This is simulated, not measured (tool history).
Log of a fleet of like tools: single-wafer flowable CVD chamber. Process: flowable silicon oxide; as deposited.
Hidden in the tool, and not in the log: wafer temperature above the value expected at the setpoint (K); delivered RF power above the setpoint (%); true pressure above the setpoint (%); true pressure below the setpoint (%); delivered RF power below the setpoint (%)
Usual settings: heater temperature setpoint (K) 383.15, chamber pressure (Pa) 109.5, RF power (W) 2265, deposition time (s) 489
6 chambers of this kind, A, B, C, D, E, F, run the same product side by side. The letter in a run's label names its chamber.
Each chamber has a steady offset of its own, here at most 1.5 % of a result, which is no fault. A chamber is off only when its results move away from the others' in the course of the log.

| run | hour | heater temperature setpoint (K) | chamber pressure (Pa) | RF power (W) | deposition time (s) | hours since the last thermocouple change | hours since the last RF generator calibration | hours since the last manometer calibration | read-back reference wafer on the same gauge, thickness_nm | mean film thickness on the monitor wafer (nm) |
|---|---|---|---|---|---|---|---|---|---|---|
| 1E | 5.0 | 383.15 | 109.5 | 2265 | 489 | 765.7 | 568.0 | 77.3 | 255.08 | 228.47 |
| 2A | 8.3 | 383.15 | 109.5 | 2265 | 489 | 1216.0 | 603.3 | 13.7 | 255.34 | 227.54 |
| 3C | 13.1 | 383.15 | 109.5 | 2265 | 489 | 1262.2 | 1590.8 | 1137.3 | 254.94 | 224.23 |
| 4F | 18.4 | 383.15 | 109.5 | 2265 | 489 | 655.7 | 1248.1 | 816.6 | 255.08 | 228.56 |
| 5D | 22.9 | 383.15 | 109.5 | 2265 | 489 | 753.2 | 1943.0 | 572.3 | 254.91 | 225.66 |
| 6B | 28.3 | 383.15 | 109.5 | 2265 | 489 | 627.0 | 1521.4 | 66.2 | 254.57 | 225.27 |
| 7B | 31.4 | 383.15 | 109.5 | 2265 | 489 | 630.1 | 1524.5 | 69.3 | 255.62 | 225.74 |
| 8D | 36.6 | 383.15 | 109.5 | 2265 | 489 | 766.9 | 1956.7 | 586.0 | 255.22 | 227.32 |
| 9A | 40.1 | 383.15 | 109.5 | 2265 | 489 | 1247.8 | 635.1 | 45.5 | 254.87 | 229.39 |
| 10E | 45.8 | 383.15 | 109.5 | 2265 | 489 | 806.5 | 608.8 | 118.1 | 254.96 | 229.02 |
| 11C | 49.1 | 383.15 | 109.5 | 1920 | 489 | 1298.2 | 1626.8 | 1173.3 | 254.88 | 216.67 |
| 12F | 51.6 | 383.15 | 109.5 | 1920 | 489 | 688.9 | 1281.3 | 849.8 | 254.97 | 217.27 |
| 13B | 55.7 | 383.15 | 109.5 | 1920 | 489 | 654.4 | 1548.8 | 93.6 | 254.64 | 217.85 |
| 14D | 61.3 | 383.15 | 109.5 | 1920 | 489 | 791.6 | 1981.4 | 610.7 | 255.15 | 217.77 |
| 15E | 65.1 | 383.15 | 109.5 | 1920 | 489 | 825.8 | 628.1 | 137.4 | 255.27 | 221.05 |
|  | 68.9 | chamber C: capacitance manometer re-zeroed and calibrated |
| 16C | 69.8 | 383.15 | 109.5 | 1920 | 489 | 1318.9 | 1647.5 | 0.9 | 255.10 | 235.82 |
| 17A | 73.2 | 383.15 | 109.5 | 2265 | 489 | 1280.9 | 668.2 | 78.6 | 254.71 | 228.67 |
| 18F | 76.5 | 383.15 | 109.5 | 2265 | 489 | 713.8 | 1306.2 | 874.7 | 255.00 | 226.58 |
| 19F | 81.6 | 383.15 | 109.5 | 2265 | 489 | 718.9 | 1311.3 | 879.8 | 254.97 | 227.00 |
| 20E | 85.8 | 383.15 | 109.5 | 2265 | 489 | 846.5 | 648.8 | 158.1 | 255.08 | 227.44 |
| 21B | 90.1 | 383.15 | 109.5 | 2265 | 489 | 688.8 | 1583.2 | 128.0 | 254.97 | 224.12 |
| 22A | 92.5 | 383.15 | 109.5 | 2265 | 489 | 1300.2 | 687.5 | 97.9 | 254.98 | 226.94 |
| 23C | 96.8 | 383.15 | 109.5 | 2105 | 489 | 1345.9 | 1674.5 | 27.9 | 254.89 | 241.67 |
| 24D | 102.5 | 383.15 | 109.5 | 2105 | 489 | 832.8 | 2022.6 | 651.9 | 254.78 | 223.46 |
| 25A | 108.3 | 383.15 | 109.5 | 2105 | 489 | 1316.0 | 703.3 | 113.7 | 254.94 | 227.56 |
| 26F | 113.9 | 383.15 | 109.5 | 2105 | 489 | 751.2 | 1343.6 | 912.1 | 255.13 | 222.17 |
| 27D | 118.0 | 383.15 | 109.5 | 2105 | 489 | 848.3 | 2038.1 | 667.4 | 255.15 | 222.49 |
| 28B | 123.2 | 383.15 | 109.5 | 2105 | 489 | 721.9 | 1616.3 | 161.1 | 254.99 | 222.02 |
| 29C | 127.2 | 383.15 | 109.5 | 2265 | 489 | 1376.3 | 1704.9 | 58.3 | 254.93 | 242.37 |
| 30E | 131.8 | 383.15 | 109.5 | 2265 | 489 | 892.5 | 694.8 | 204.1 | 255.17 | 224.54 |
| 31D | 134.7 | 383.15 | 133.6 | 2265 | 489 | 865.0 | 2054.8 | 684.1 | 255.38 | 292.37 |
| 32F | 138.8 | 383.15 | 133.6 | 2265 | 489 | 776.1 | 1368.5 | 937.0 | 255.17 | 287.78 |
| 33C | 141.8 | 383.15 | 133.6 | 2265 | 489 | 1390.9 | 1719.5 | 72.9 | 255.15 | 305.49 |
| 34A | 147.1 | 383.15 | 133.6 | 2265 | 489 | 1354.8 | 742.1 | 152.5 | 255.36 | 295.01 |
| 35E | 151.5 | 383.15 | 133.6 | 2265 | 489 | 912.2 | 714.5 | 223.8 | 255.03 | 289.62 |
| 36B | 156.9 | 383.15 | 133.6 | 2265 | 489 | 755.6 | 1650.0 | 194.8 | 255.16 | 288.35 |

What goes on in this fleet: one chamber off, a drifting gauge, or nothing beyond the chambers' own small offsets? Name the chamber and the cause, if any.

A service left chamber C off against the others.
Cause: true pressure above the setpoint (%) = 6.12.

Here are 4 candidates for chamber C's next run, each the usual settings with a change, their results left as question marks. Which one brings its results back in line with what the others give on the usual settings?
In line means no further than this from the other chambers' mean on the usual settings: mean film thickness on the monitor wafer (nm) 4.40
| 37C-1 | 161.0 | 383.15 | 111.5 | 2270 | 493 |  |  |  |  | ? |
| 37C-2 | 161.0 | 381.15 | 109.5 | 2265 | 489 |  |  |  |  | ? |
| 37C-3 | 161.0 | 383.15 | 109.5 | 1630 | 489 |  |  |  |  | ? |
| 37C-4 | 161.0 | 383.15 | 107.5 | 2265 | 485 |  |  |  |  | ? |

The other chambers' mean on the usual settings: mean film thickness on the monitor wafer (nm) 226.63
| run | mean film thickness on the monitor wafer (nm) |
|---|---|
| 37C-1 | 251.28 |
| 37C-2 | 260.17 |
| 37C-3 | 225.40 |
| 37C-4 | 235.94 |
37C-3 brings the chamber back in line.

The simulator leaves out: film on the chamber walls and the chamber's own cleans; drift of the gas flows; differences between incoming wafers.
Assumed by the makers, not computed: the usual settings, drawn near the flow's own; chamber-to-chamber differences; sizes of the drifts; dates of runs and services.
